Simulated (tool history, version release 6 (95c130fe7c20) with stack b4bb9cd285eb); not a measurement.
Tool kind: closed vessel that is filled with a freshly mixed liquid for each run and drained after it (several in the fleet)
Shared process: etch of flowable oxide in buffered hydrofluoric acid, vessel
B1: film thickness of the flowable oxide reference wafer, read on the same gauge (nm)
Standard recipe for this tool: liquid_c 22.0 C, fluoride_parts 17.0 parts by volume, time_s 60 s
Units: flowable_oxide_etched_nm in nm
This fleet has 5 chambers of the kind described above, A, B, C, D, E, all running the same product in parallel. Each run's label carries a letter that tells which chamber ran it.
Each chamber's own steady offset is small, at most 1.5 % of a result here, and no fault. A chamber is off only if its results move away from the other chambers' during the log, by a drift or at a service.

Run 1E, hour 3.0: usual settings; B1 59.982. Result: flowable_oxide_etched_nm 66.727 nm.
Run 2B, hour 6.7: usual settings; B1 59.999. Result: flowable_oxide_etched_nm 68.404 nm.
Run 3A, hour 13.6: usual settings; B1 60.019. Result: flowable_oxide_etched_nm 67.499 nm.
Run 4D, hour 17.3: usual settings; B1 60.012. Result: flowable_oxide_etched_nm 66.868 nm.
At hour 18.0: chamber B: hydrofluoric acid flow meter replaced.
Run 5C, hour 23.8: usual settings; B1 60.006. Result: flowable_oxide_etched_nm 66.668 nm.
Run 6C, hour 29.8: usual settings; B1 59.985. Result: flowable_oxide_etched_nm 67.728 nm.
Run 7A, hour 35.4: usual settings; B1 60.000. Result: flowable_oxide_etched_nm 66.997 nm.
Run 8E, hour 39.9: usual settings; B1 60.009. Result: flowable_oxide_etched_nm 65.822 nm.
Run 9B, hour 45.4: usual settings; B1 59.964. Result: flowable_oxide_etched_nm 68.205 nm.
Run 10D, hour 49.5: usual settings but liquid_c 26.5 C, time_s 80 s; B1 59.985. Result: flowable_oxide_etched_nm 113.640 nm.
Run 11B, hour 54.8: usual settings but liquid_c 26.5 C, time_s 80 s; B1 59.977. Result: flowable_oxide_etched_nm 115.940 nm.
Run 12E, hour 60.0: usual settings but liquid_c 26.5 C, time_s 80 s; B1 60.017. Result: flowable_oxide_etched_nm 111.380 nm.
Run 13C, hour 63.3: usual settings but liquid_c 26.5 C, time_s 80 s; B1 60.028. Result: flowable_oxide_etched_nm 113.050 nm.
Run 14A, hour 66.9: usual settings but liquid_c 26.5 C, time_s 80 s; B1 59.968. Result: flowable_oxide_etched_nm 115.080 nm.
Run 15D, hour 72.2: usual settings but fluoride_parts 22.0 parts by volume; B1 60.015. Result: flowable_oxide_etched_nm 52.343 nm.
Run 16E, hour 77.7: usual settings but fluoride_parts 22.0 parts by volume; B1 59.974. Result: flowable_oxide_etched_nm 52.809 nm.
Run 17D, hour 82.7: usual settings but fluoride_parts 22.0 parts by volume; B1 59.970. Result: flowable_oxide_etched_nm 52.822 nm.
Run 18A, hour 88.2: usual settings but fluoride_parts 22.0 parts by volume; B1 59.983. Result: flowable_oxide_etched_nm 53.401 nm.
Run 19C, hour 94.6: usual settings but fluoride_parts 22.0 parts by volume; B1 59.980. Result: flowable_oxide_etched_nm 53.044 nm.
Run 20B, hour 97.9: usual settings but fluoride_parts 20.5 parts by volume; B1 60.008. Result: flowable_oxide_etched_nm 56.693 nm.
Run 21C, hour 101.5: usual settings but fluoride_parts 20.5 parts by volume; B1 60.033. Result: flowable_oxide_etched_nm 56.632 nm.
Run 22B, hour 108.1: usual settings but fluoride_parts 20.5 parts by volume; B1 59.998. Result: flowable_oxide_etched_nm 56.339 nm.
Run 23E, hour 114.3: usual settings but fluoride_parts 20.5 parts by volume; B1 60.012. Result: flowable_oxide_etched_nm 55.922 nm.
Run 24A, hour 118.9: usual settings but fluoride_parts 20.5 parts by volume; B1 59.997. Result: flowable_oxide_etched_nm 56.623 nm.
Run 25D, hour 122.1: usual settings; B1 59.974. Result: flowable_oxide_etched_nm 64.014 nm.
Run 26D, hour 127.1: usual settings; B1 59.991. Result: flowable_oxide_etched_nm 63.257 nm.
Run 27C, hour 132.8: usual settings; B1 60.002. Result: flowable_oxide_etched_nm 67.711 nm.
Run 28A, hour 136.6: usual settings; B1 59.987. Result: flowable_oxide_etched_nm 67.558 nm.
Run 29B, hour 142.8: usual settings; B1 59.962. Result: flowable_oxide_etched_nm 67.874 nm.
Run 30E, hour 146.5: usual settings; B1 60.017. Result: flowable_oxide_etched_nm 66.103 nm.
Run 31A, hour 149.8: usual settings; B1 60.028. Result: flowable_oxide_etched_nm 68.502 nm.
Run 32B, hour 154.4: usual settings; B1 59.998. Result: flowable_oxide_etched_nm 67.389 nm.
Run 33D, hour 158.1: usual settings; B1 59.983. Result: flowable_oxide_etched_nm 61.974 nm.
Run 34E, hour 164.4: usual settings; B1 60.038. Result: flowable_oxide_etched_nm 66.585 nm.
Run 35C, hour 167.6: usual settings but time_s 40 s; B1 59.980. Result: flowable_oxide_etched_nm 45.147 nm.
Run 36A, hour 172.3: usual settings but time_s 40 s; B1 59.994. Result: flowable_oxide_etched_nm 45.292 nm.
Run 37E, hour 175.8: usual settings but time_s 40 s; B1 60.033. Result: flowable_oxide_etched_nm 43.901 nm.
Run 38C, hour 180.8: usual settings but time_s 40 s; B1 59.981. Result: flowable_oxide_etched_nm 45.149 nm.
Run 39D, hour 186.2: usual settings but time_s 40 s; B1 60.025. Result: flowable_oxide_etched_nm 40.974 nm.
Run 40B, hour 189.6: usual settings; B1 60.035. Result: flowable_oxide_etched_nm 68.293 nm.

Has any chamber moved away from the others, gradually or after a service, or does the common gauge drift, or do the chambers differ only by their own small steady offsets? State the chamber and the most likely cause if one applies.

Little by little, chamber D moves away from the other chambers.
Likeliest cause: hydrofluoric acid flow below the setpoint (%) = 8.28.
The log may not tell that from: liquid colder than its thermometer reads (K).

Chamber D could run next with any of the 4 candidate recipes listed below; each alters the usual settings, and their results appear as question marks. Which one brings its results back in line with what the other chambers deliver on the usual settings?
Allowed miss from the other chambers' usual-settings mean, per result, to count as in line: flowable_oxide_etched_nm 1.700 nm
Run 41D-1, hour 194.6: usual settings but liquid_c 23.5 C. Result: flowable_oxide_etched_nm ?.
Run 41D-2, hour 194.6: usual settings but liquid_c 25.5 C. Result: flowable_oxide_etched_nm ?.
Run 41D-3, hour 194.6: usual settings but liquid_c 21.5 C, fluoride_parts 18.0 parts by volume. Result: flowable_oxide_etched_nm ?.
Run 41D-4, hour 194.6: usual settings but fluoride_parts 22.0 parts by volume. Result: flowable_oxide_etched_nm ?.

Mean of the other chambers on the usual settings: flowable_oxide_etched_nm 67.105 nm
  run  flowable_oxide_etched_nm
41D-1                    66.914
41D-2                    74.705
41D-3                    56.644
41D-4                    50.507
The right change is 41D-1: it brings the chamber back within the allowed miss of the others.
